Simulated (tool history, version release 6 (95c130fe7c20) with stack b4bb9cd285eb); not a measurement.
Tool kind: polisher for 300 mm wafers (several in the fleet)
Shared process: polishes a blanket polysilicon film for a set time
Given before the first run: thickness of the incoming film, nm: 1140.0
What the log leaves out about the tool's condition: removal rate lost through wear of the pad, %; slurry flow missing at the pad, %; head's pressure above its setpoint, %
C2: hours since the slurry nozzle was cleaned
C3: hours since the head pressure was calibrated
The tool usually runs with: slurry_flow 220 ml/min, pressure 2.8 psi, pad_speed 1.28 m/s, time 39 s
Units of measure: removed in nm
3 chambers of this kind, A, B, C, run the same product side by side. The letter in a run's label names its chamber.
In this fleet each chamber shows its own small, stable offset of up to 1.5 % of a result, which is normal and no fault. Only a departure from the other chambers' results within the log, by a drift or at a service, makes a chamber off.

At hour 4.3: chamber C: worn pad replaced by a new one.
Run 1C, hour 5.4: usual settings; wafers polished on this pad 13; C2 222; C3 263. Result: removed 377.96 nm.
At hour 6.6: chamber B: head pressure recalibrated.
Run 2B, hour 10.8: usual settings; wafers polished on this pad 1181; C2 88.5; C3 4.3. Result: removed 368.86 nm.
At hour 15.2: chamber B: worn pad replaced by a new one.
Run 3A, hour 22.4: usual settings; wafers polished on this pad 921; C2 175.8; C3 155.4. Result: removed 381.65 nm.
Run 4C, hour 30.6: usual settings; wafers polished on this pad 311; C2 247.2; C3 288.2. Result: removed 365.05 nm.
Run 5B, hour 36.9: usual settings but pad_speed 1.02 m/s, time 47 s; wafers polished on this pad 256; C2 114.6; C3 30.4. Result: removed 355.59 nm.
Run 6A, hour 42.2: usual settings but pad_speed 1.02 m/s, time 47 s; wafers polished on this pad 1154; C2 195.6; C3 175.2. Result: removed 371.92 nm.
Run 7A, hour 48.4: usual settings but pad_speed 1.02 m/s, time 47 s; wafers polished on this pad 1227; C2 201.8; C3 181.4. Result: removed 361.88 nm.
At hour 50.1: chamber A: worn pad replaced by a new one.
Run 8B, hour 56.7: usual settings but pressure 3.1 psi, time 33 s; wafers polished on this pad 490; C2 134.4; C3 50.2. Result: removed 344.38 nm.
Run 9C, hour 63.5: usual settings but pressure 3.1 psi, time 33 s; wafers polished on this pad 699; C2 280.1; C3 321.1. Result: removed 342.99 nm.
Run 10A, hour 71.1: usual settings but pressure 3.1 psi, time 33 s; wafers polished on this pad 248; C2 224.5; C3 204.1. Result: removed 362.02 nm.
Run 11B, hour 78.7: usual settings; wafers polished on this pad 750; C2 156.4; C3 72.2. Result: removed 371.51 nm.
Run 12C, hour 89.1: usual settings; wafers polished on this pad 1001; C2 305.7; C3 346.7. Result: removed 374.41 nm.
Run 13C, hour 95.1: usual settings; wafers polished on this pad 1072; C2 311.7; C3 352.7. Result: removed 373.21 nm.
Run 14A, hour 101.1: usual settings; wafers polished on this pad 602; C2 254.5; C3 234.1. Result: removed 384.08 nm.
At hour 102.5: chamber C: worn pad replaced by a new one.
Run 15B, hour 113.3: usual settings; wafers polished on this pad 1158; C2 191; C3 106.8. Result: removed 367.53 nm.
Run 16B, hour 119: usual settings; wafers polished on this pad 1225; C2 196.7; C3 112.5. Result: removed 370.53 nm.
At hour 122.3: chamber B: worn pad replaced by a new one.
Run 17C, hour 128.3: usual settings; wafers polished on this pad 305; C2 344.9; C3 385.9. Result: removed 367.64 nm.
Run 18A, hour 139.8: usual settings; wafers polished on this pad 1059; C2 293.2; C3 272.8. Result: removed 377.37 nm.
Run 19B, hour 151.5: usual settings; wafers polished on this pad 344; C2 229.2; C3 145. Result: removed 380.54 nm.
Run 20C, hour 159.6: usual settings but pressure 2.5 psi; wafers polished on this pad 674; C2 376.2; C3 417.2. Result: removed 330.26 nm.

Which is it: a chamber that has drifted or been left off by a service, a gauge drift common to all chambers, or only each chamber's usual small offset? If a chamber is off, name it and its likeliest cause.

No chamber stands off beyond its own small offset, and the gauge holds steady.
